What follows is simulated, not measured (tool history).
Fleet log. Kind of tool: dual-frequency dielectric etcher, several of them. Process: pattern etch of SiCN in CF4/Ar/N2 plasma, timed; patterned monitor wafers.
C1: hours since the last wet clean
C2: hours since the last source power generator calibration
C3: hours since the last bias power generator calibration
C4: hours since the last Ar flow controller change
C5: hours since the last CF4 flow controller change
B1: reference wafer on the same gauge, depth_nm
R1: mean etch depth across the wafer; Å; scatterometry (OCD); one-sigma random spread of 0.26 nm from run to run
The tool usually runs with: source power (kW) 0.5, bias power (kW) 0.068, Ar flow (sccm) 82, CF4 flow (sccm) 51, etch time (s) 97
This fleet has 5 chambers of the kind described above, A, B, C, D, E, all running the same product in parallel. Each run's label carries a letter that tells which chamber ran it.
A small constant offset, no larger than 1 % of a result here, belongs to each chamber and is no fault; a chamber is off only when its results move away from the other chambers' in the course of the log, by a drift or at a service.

{"run": "1D", "hour": 4.2, "source power (kW)": 0.5, "bias power (kW)": 0.068, "Ar flow (sccm)": 82, "CF4 flow (sccm)": 51, "etch time (s)": 97, "C1": 309.1, "C2": 1249.5, "C3": 765.3, "C4": 669.4, "C5": 4486.3, "B1": 73.544, "R1": 877.53}
{"run": "2A", "hour": 7.4, "source power (kW)": 0.5, "bias power (kW)": 0.068, "Ar flow (sccm)": 82, "CF4 flow (sccm)": 51, "etch time (s)": 97, "C1": 338.9, "C2": 2019.5, "C3": 1016.8, "C4": 2392.3, "C5": 1611.4, "B1": 73.646, "R1": 886.76}
{"run": "3C", "hour": 12.8, "source power (kW)": 0.5, "bias power (kW)": 0.068, "Ar flow (sccm)": 82, "CF4 flow (sccm)": 51, "etch time (s)": 97, "C1": 189.6, "C2": 186.5, "C3": 263.6, "C4": 2065.5, "C5": 3166, "B1": 73.605, "R1": 880.38}
{"run": "4E", "hour": 16.7, "source power (kW)": 0.5, "bias power (kW)": 0.068, "Ar flow (sccm)": 82, "CF4 flow (sccm)": 51, "etch time (s)": 97, "C1": 227, "C2": 3027.3, "C3": 781.1, "C4": 2920.5, "C5": 3174.5, "B1": 73.561, "R1": 879.03}
{"run": "5B", "hour": 21.7, "source power (kW)": 0.5, "bias power (kW)": 0.068, "Ar flow (sccm)": 82, "CF4 flow (sccm)": 51, "etch time (s)": 97, "C1": 71.5, "C2": 1601.5, "C3": 1362.9, "C4": 998, "C5": 3364.5, "B1": 73.62, "R1": 880.9}
{"run": "6A", "hour": 27.4, "source power (kW)": 0.5, "bias power (kW)": 0.068, "Ar flow (sccm)": 82, "CF4 flow (sccm)": 51, "etch time (s)": 97, "C1": 358.9, "C2": 2039.5, "C3": 1036.8, "C4": 2412.3, "C5": 1631.4, "B1": 73.62, "R1": 890.19}
{"run": "7B", "hour": 32.0, "source power (kW)": 0.5, "bias power (kW)": 0.068, "Ar flow (sccm)": 82, "CF4 flow (sccm)": 51, "etch time (s)": 97, "C1": 81.8, "C2": 1611.8, "C3": 1373.2, "C4": 1008.3, "C5": 3374.8, "B1": 73.609, "R1": 882.46}
{"run": "8C", "hour": 35.8, "source power (kW)": 0.5, "bias power (kW)": 0.074, "Ar flow (sccm)": 82, "CF4 flow (sccm)": 59, "etch time (s)": 97, "C1": 212.6, "C2": 209.5, "C3": 286.6, "C4": 2088.5, "C5": 3189, "B1": 73.547, "R1": 933.09}
{"run": "9E", "hour": 41.0, "source power (kW)": 0.5, "bias power (kW)": 0.074, "Ar flow (sccm)": 82, "CF4 flow (sccm)": 59, "etch time (s)": 97, "C1": 251.3, "C2": 3051.6, "C3": 805.4, "C4": 2944.8, "C5": 3198.8, "B1": 73.574, "R1": 925.01}
{"run": "10D", "hour": 46.6, "source power (kW)": 0.5, "bias power (kW)": 0.074, "Ar flow (sccm)": 82, "CF4 flow (sccm)": 59, "etch time (s)": 97, "C1": 351.5, "C2": 1291.9, "C3": 807.7, "C4": 711.8, "C5": 4528.7, "B1": 73.586, "R1": 921.87}
{"run": "11E", "hour": 50.5, "source power (kW)": 0.5, "bias power (kW)": 0.074, "Ar flow (sccm)": 82, "CF4 flow (sccm)": 59, "etch time (s)": 97, "C1": 260.8, "C2": 3061.1, "C3": 814.9, "C4": 2954.3, "C5": 3208.3, "B1": 73.61, "R1": 929.58}
{"run": "12D", "hour": 55.4, "source power (kW)": 0.5, "bias power (kW)": 0.074, "Ar flow (sccm)": 82, "CF4 flow (sccm)": 59, "etch time (s)": 97, "C1": 360.3, "C2": 1300.7, "C3": 816.5, "C4": 720.6, "C5": 4537.5, "B1": 73.558, "R1": 919.63}
{"run": "13C", "hour": 60.5, "source power (kW)": 0.5, "bias power (kW)": 0.068, "Ar flow (sccm)": 82, "CF4 flow (sccm)": 51, "etch time (s)": 97, "C1": 237.3, "C2": 234.2, "C3": 311.3, "C4": 2113.2, "C5": 3213.7, "B1": 73.587, "R1": 884.44}
{"run": "14A", "hour": 63.3, "source power (kW)": 0.5, "bias power (kW)": 0.068, "Ar flow (sccm)": 82, "CF4 flow (sccm)": 51, "etch time (s)": 97, "C1": 394.8, "C2": 2075.4, "C3": 1072.7, "C4": 2448.2, "C5": 1667.3, "B1": 73.581, "R1": 894.25}
{"run": "15B", "hour": 66.9, "source power (kW)": 0.5, "bias power (kW)": 0.068, "Ar flow (sccm)": 82, "CF4 flow (sccm)": 51, "etch time (s)": 97, "C1": 116.7, "C2": 1646.7, "C3": 1408.1, "C4": 1043.2, "C5": 3409.7, "B1": 73.63, "R1": 881.13}
{"hour": 67.4, "done": "chamber A: wet clean of the chamber"}
{"run": "16C", "hour": 72.1, "source power (kW)": 0.5, "bias power (kW)": 0.068, "Ar flow (sccm)": 82, "CF4 flow (sccm)": 51, "etch time (s)": 97, "C1": 248.9, "C2": 245.8, "C3": 322.9, "C4": 2124.8, "C5": 3225.3, "B1": 73.58, "R1": 877.79}
{"run": "17D", "hour": 75.8, "source power (kW)": 0.5, "bias power (kW)": 0.068, "Ar flow (sccm)": 82, "CF4 flow (sccm)": 51, "etch time (s)": 97, "C1": 380.7, "C2": 1321.1, "C3": 836.9, "C4": 741, "C5": 4557.9, "B1": 73.55, "R1": 879.19}
{"run": "18E", "hour": 78.4, "source power (kW)": 0.5, "bias power (kW)": 0.068, "Ar flow (sccm)": 82, "CF4 flow (sccm)": 51, "etch time (s)": 97, "C1": 288.7, "C2": 3089, "C3": 842.8, "C4": 2982.2, "C5": 3236.2, "B1": 73.648, "R1": 881.11}
{"run": "19A", "hour": 82.0, "source power (kW)": 0.5, "bias power (kW)": 0.068, "Ar flow (sccm)": 82, "CF4 flow (sccm)": 51, "etch time (s)": 97, "C1": 14.6, "C2": 2094.1, "C3": 1091.4, "C4": 2466.9, "C5": 1686, "B1": 73.654, "R1": 886.29}
{"run": "20B", "hour": 84.8, "source power (kW)": 0.5, "bias power (kW)": 0.068, "Ar flow (sccm)": 82, "CF4 flow (sccm)": 51, "etch time (s)": 97, "C1": 134.6, "C2": 1664.6, "C3": 1426, "C4": 1061.1, "C5": 3427.6, "B1": 73.599, "R1": 883.65}
{"run": "21B", "hour": 87.6, "source power (kW)": 0.5, "bias power (kW)": 0.068, "Ar flow (sccm)": 82, "CF4 flow (sccm)": 51, "etch time (s)": 97, "C1": 137.4, "C2": 1667.4, "C3": 1428.8, "C4": 1063.9, "C5": 3430.4, "B1": 73.55, "R1": 878.1}
{"run": "22C", "hour": 91.9, "source power (kW)": 0.5, "bias power (kW)": 0.068, "Ar flow (sccm)": 82, "CF4 flow (sccm)": 51, "etch time (s)": 97, "C1": 268.7, "C2": 265.6, "C3": 342.7, "C4": 2144.6, "C5": 3245.1, "B1": 73.607, "R1": 880.47}
{"run": "23D", "hour": 95.7, "source power (kW)": 0.5, "bias power (kW)": 0.068, "Ar flow (sccm)": 82, "CF4 flow (sccm)": 51, "etch time (s)": 97, "C1": 400.6, "C2": 1341, "C3": 856.8, "C4": 760.9, "C5": 4577.8, "B1": 73.601, "R1": 888.92}
{"run": "24E", "hour": 99.2, "source power (kW)": 0.5, "bias power (kW)": 0.068, "Ar flow (sccm)": 82, "CF4 flow (sccm)": 51, "etch time (s)": 97, "C1": 309.5, "C2": 3109.8, "C3": 863.6, "C4": 3003, "C5": 3257, "B1": 73.592, "R1": 883.51}
{"run": "25A", "hour": 103.1, "source power (kW)": 0.5, "bias power (kW)": 0.068, "Ar flow (sccm)": 82, "CF4 flow (sccm)": 51, "etch time (s)": 97, "C1": 35.7, "C2": 2115.2, "C3": 1112.5, "C4": 2488, "C5": 1707.1, "B1": 73.636, "R1": 885.55}
{"run": "26C", "hour": 107.3, "source power (kW)": 0.5, "bias power (kW)": 0.068, "Ar flow (sccm)": 82, "CF4 flow (sccm)": 51, "etch time (s)": 97, "C1": 284.1, "C2": 281, "C3": 358.1, "C4": 2160, "C5": 3260.5, "B1": 73.544, "R1": 883.18}
{"hour": 110.3, "done": "chamber D: wet clean of the chamber"}
{"run": "27D", "hour": 112.7, "source power (kW)": 0.5, "bias power (kW)": 0.068, "Ar flow (sccm)": 82, "CF4 flow (sccm)": 51, "etch time (s)": 97, "C1": 2.4, "C2": 1358, "C3": 873.8, "C4": 777.9, "C5": 4594.8, "B1": 73.578, "R1": 888.89}
{"run": "28A", "hour": 115.4, "source power (kW)": 0.5, "bias power (kW)": 0.068, "Ar flow (sccm)": 82, "CF4 flow (sccm)": 51, "etch time (s)": 97, "C1": 48, "C2": 2127.5, "C3": 1124.8, "C4": 2500.3, "C5": 1719.4, "B1": 73.568, "R1": 888.62}
{"run": "29B", "hour": 118.3, "source power (kW)": 0.5, "bias power (kW)": 0.068, "Ar flow (sccm)": 82, "CF4 flow (sccm)": 51, "etch time (s)": 97, "C1": 168.1, "C2": 1698.1, "C3": 1459.5, "C4": 1094.6, "C5": 3461.1, "B1": 73.564, "R1": 877.9}
{"run": "30E", "hour": 123.2, "source power (kW)": 0.5, "bias power (kW)": 0.068, "Ar flow (sccm)": 82, "CF4 flow (sccm)": 51, "etch time (s)": 97, "C1": 333.5, "C2": 3133.8, "C3": 887.6, "C4": 3027, "C5": 3281, "B1": 73.594, "R1": 883.27}
{"run": "31B", "hour": 128.1, "source power (kW)": 0.5, "bias power (kW)": 0.068, "Ar flow (sccm)": 82, "CF4 flow (sccm)": 51, "etch time (s)": 97, "C1": 177.9, "C2": 1707.9, "C3": 1469.3, "C4": 1104.4, "C5": 3470.9, "B1": 73.567, "R1": 880.08}
{"run": "32D", "hour": 131.6, "source power (kW)": 0.5, "bias power (kW)": 0.068, "Ar flow (sccm)": 82, "CF4 flow (sccm)": 51, "etch time (s)": 97, "C1": 21.3, "C2": 1376.9, "C3": 892.7, "C4": 796.8, "C5": 4613.7, "B1": 73.579, "R1": 893.07}
{"run": "33E", "hour": 136.4, "source power (kW)": 0.5, "bias power (kW)": 0.068, "Ar flow (sccm)": 82, "CF4 flow (sccm)": 51, "etch time (s)": 97, "C1": 346.7, "C2": 3147, "C3": 900.8, "C4": 3040.2, "C5": 3294.2, "B1": 73.605, "R1": 879.9}
{"run": "34C", "hour": 142.1, "source power (kW)": 0.5, "bias power (kW)": 0.068, "Ar flow (sccm)": 97, "CF4 flow (sccm)": 51, "etch time (s)": 97, "C1": 318.9, "C2": 315.8, "C3": 392.9, "C4": 2194.8, "C5": 3295.3, "B1": 73.571, "R1": 859.39}
{"run": "35A", "hour": 147.1, "source power (kW)": 0.5, "bias power (kW)": 0.068, "Ar flow (sccm)": 97, "CF4 flow (sccm)": 51, "etch time (s)": 97, "C1": 79.7, "C2": 2159.2, "C3": 1156.5, "C4": 2532, "C5": 1751.1, "B1": 73.662, "R1": 868.63}
{"run": "36B", "hour": 149.6, "source power (kW)": 0.5, "bias power (kW)": 0.068, "Ar flow (sccm)": 97, "CF4 flow (sccm)": 51, "etch time (s)": 97, "C1": 199.4, "C2": 1729.4, "C3": 1490.8, "C4": 1125.9, "C5": 3492.4, "B1": 73.629, "R1": 854.98}
{"run": "37C", "hour": 152.7, "source power (kW)": 0.5, "bias power (kW)": 0.068, "Ar flow (sccm)": 97, "CF4 flow (sccm)": 51, "etch time (s)": 97, "C1": 329.5, "C2": 326.4, "C3": 403.5, "C4": 2205.4, "C5": 3305.9, "B1": 73.545, "R1": 856.98}
{"run": "38E", "hour": 158.4, "source power (kW)": 0.5, "bias power (kW)": 0.068, "Ar flow (sccm)": 97, "CF4 flow (sccm)": 51, "etch time (s)": 97, "C1": 368.7, "C2": 3169, "C3": 922.8, "C4": 3062.2, "C5": 3316.2, "B1": 73.586, "R1": 854.16}

Predict what each chamber gives when all 5 of them run the settings below next.
{"run": "39A", "hour": 162.6, "source power (kW)": 0.5, "bias power (kW)": 0.068, "Ar flow (sccm)": 82, "CF4 flow (sccm)": 56, "etch time (s)": 97, "R1": "?"}
{"run": "39B", "hour": 162.6, "source power (kW)": 0.5, "bias power (kW)": 0.068, "Ar flow (sccm)": 82, "CF4 flow (sccm)": 56, "etch time (s)": 97, "R1": "?"}
{"run": "39C", "hour": 162.6, "source power (kW)": 0.5, "bias power (kW)": 0.068, "Ar flow (sccm)": 82, "CF4 flow (sccm)": 56, "etch time (s)": 97, "R1": "?"}
{"run": "39D", "hour": 162.6, "source power (kW)": 0.5, "bias power (kW)": 0.068, "Ar flow (sccm)": 82, "CF4 flow (sccm)": 56, "etch time (s)": 97, "R1": "?"}
{"run": "39E", "hour": 162.6, "source power (kW)": 0.5, "bias power (kW)": 0.068, "Ar flow (sccm)": 82, "CF4 flow (sccm)": 56, "etch time (s)": 97, "R1": "?"}

run=39A R1=903.29
run=39B R1=889.71
run=39C R1=898
run=39D R1=922.64
run=39E R1=891.1

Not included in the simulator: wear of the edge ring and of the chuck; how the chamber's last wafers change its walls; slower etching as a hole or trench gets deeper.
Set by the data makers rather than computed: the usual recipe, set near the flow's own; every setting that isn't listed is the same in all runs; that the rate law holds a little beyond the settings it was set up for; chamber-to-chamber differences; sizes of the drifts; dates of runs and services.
